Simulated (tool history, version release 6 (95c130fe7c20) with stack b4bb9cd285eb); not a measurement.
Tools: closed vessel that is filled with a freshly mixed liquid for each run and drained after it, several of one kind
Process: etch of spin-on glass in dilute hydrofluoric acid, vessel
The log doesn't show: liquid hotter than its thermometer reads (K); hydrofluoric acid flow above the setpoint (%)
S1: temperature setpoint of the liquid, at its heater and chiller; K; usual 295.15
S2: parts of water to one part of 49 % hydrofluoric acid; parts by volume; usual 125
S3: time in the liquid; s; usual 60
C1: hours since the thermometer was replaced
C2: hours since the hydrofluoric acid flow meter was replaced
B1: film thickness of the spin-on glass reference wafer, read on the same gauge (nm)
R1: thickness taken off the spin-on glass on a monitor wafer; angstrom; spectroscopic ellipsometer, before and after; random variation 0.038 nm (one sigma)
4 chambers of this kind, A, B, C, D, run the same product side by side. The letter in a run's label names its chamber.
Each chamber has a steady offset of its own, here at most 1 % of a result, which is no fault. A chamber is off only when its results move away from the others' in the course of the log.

run 1A hour=8.1 | S1=295.15 S2=125 S3=60 | C1=1526.1 C2=180.2 | B1=110.01 | R1=88.354
run 2B hour=13.7 | S1=295.15 S2=125 S3=60 | C1=715.9 C2=1088.6 | B1=110.00 | R1=89.751
run 3D hour=22.9 | S1=295.15 S2=125 S3=60 | C1=322.6 C2=692.7 | B1=109.99 | R1=89.135
run 4C hour=32.7 | S1=295.15 S2=125 S3=60 | C1=2769.1 C2=250.3 | B1=110.00 | R1=88.741
run 5A hour=40.8 | S1=295.15 S2=125 S3=60 | C1=1558.8 C2=212.9 | B1=110.00 | R1=88.734
run 6B hour=47.7 | S1=297.65 S2=125 S3=40 | C1=749.9 C2=1122.6 | B1=110.00 | R1=66.188
run 7C hour=57.5 | S1=297.65 S2=125 S3=40 | C1=2793.9 C2=275.1 | B1=110.03 | R1=65.396
run 8D hour=62.1 | S1=297.65 S2=125 S3=40 | C1=361.8 C2=731.9 | B1=110.00 | R1=65.117
-- hour=69.0 chamber C: thermometer replaced
run 9B hour=69.0 | S1=297.65 S2=125 S3=40 | C1=771.2 C2=1143.9 | B1=110.00 | R1=65.833
run 10C hour=76.1 | S1=295.15 S2=125 S3=60 | C1=7.1 C2=293.7 | B1=109.99 | R1=89.371
run 11A hour=82.8 | S1=295.15 S2=125 S3=60 | C1=1600.8 C2=254.9 | B1=110.00 | R1=89.388
run 12D hour=89.1 | S1=295.15 S2=125 S3=60 | C1=388.8 C2=758.9 | B1=109.97 | R1=89.104
run 13D hour=98.9 | S1=295.15 S2=125 S3=60 | C1=398.6 C2=768.7 | B1=110.01 | R1=88.848
run 14A hour=109.4 | S1=295.15 S2=125 S3=60 | C1=1627.4 C2=281.5 | B1=110.00 | R1=88.525
run 15B hour=119.9 | S1=295.15 S2=125 S3=60 | C1=822.1 C2=1194.8 | B1=109.96 | R1=90.117
run 16C hour=126.6 | S1=295.15 S2=125 S3=60 | C1=57.6 C2=344.2 | B1=110.00 | R1=88.940
run 17A hour=134.8 | S1=295.15 S2=150 S3=30 | C1=1652.8 C2=306.9 | B1=110.03 | R1=36.049
run 18D hour=139.9 | S1=295.15 S2=150 S3=30 | C1=439.6 C2=809.7 | B1=109.97 | R1=36.039
-- hour=145.7 chamber B: hydrofluoric acid flow meter replaced
run 19C hour=149.2 | S1=295.15 S2=150 S3=30 | C1=80.2 C2=366.8 | B1=110.01 | R1=36.090
run 20B hour=157.8 | S1=295.15 S2=150 S3=30 | C1=860.0 C2=12.1 | B1=110.02 | R1=36.448
-- hour=167.2 chamber C: hydrofluoric acid flow meter replaced
run 21A hour=168.4 | S1=295.15 S2=125 S3=60 | C1=1686.4 C2=340.5 | B1=109.98 | R1=88.848
run 22D hour=178.5 | S1=295.15 S2=125 S3=60 | C1=478.2 C2=848.3 | B1=109.99 | R1=89.031
run 23B hour=188.6 | S1=295.15 S2=125 S3=60 | C1=890.8 C2=42.9 | B1=109.99 | R1=90.584
run 24C hour=198.1 | S1=295.15 S2=125 S3=60 | C1=129.1 C2=31.0 | B1=110.02 | R1=89.459
run 25A hour=208.4 | S1=295.15 S2=125 S3=60 | C1=1726.4 C2=380.5 | B1=110.01 | R1=88.646
run 26D hour=214.7 | S1=295.15 S2=125 S3=60 | C1=514.4 C2=884.5 | B1=109.99 | R1=89.137
run 27C hour=221.2 | S1=295.15 S2=125 S3=60 | C1=152.2 C2=54.1 | B1=110.03 | R1=89.697
run 28B hour=229.8 | S1=295.15 S2=125 S3=60 | C1=932.0 C2=84.1 | B1=109.99 | R1=90.520
run 29B hour=236.2 | S1=295.15 S2=125 S3=60 | C1=938.4 C2=90.5 | B1=109.98 | R1=90.394

All 4 chambers run these settings next. Forecast each chamber's results:
run 30A hour=243.7 | S1=295.15 S2=125 S3=85 | R1=?
run 30B hour=243.7 | S1=295.15 S2=125 S3=85 | R1=?
run 30C hour=243.7 | S1=295.15 S2=125 S3=85 | R1=?
run 30D hour=243.7 | S1=295.15 S2=125 S3=85 | R1=?

run=30A R1=124.980
run=30B R1=127.210
run=30C R1=124.980
run=30D R1=126.360
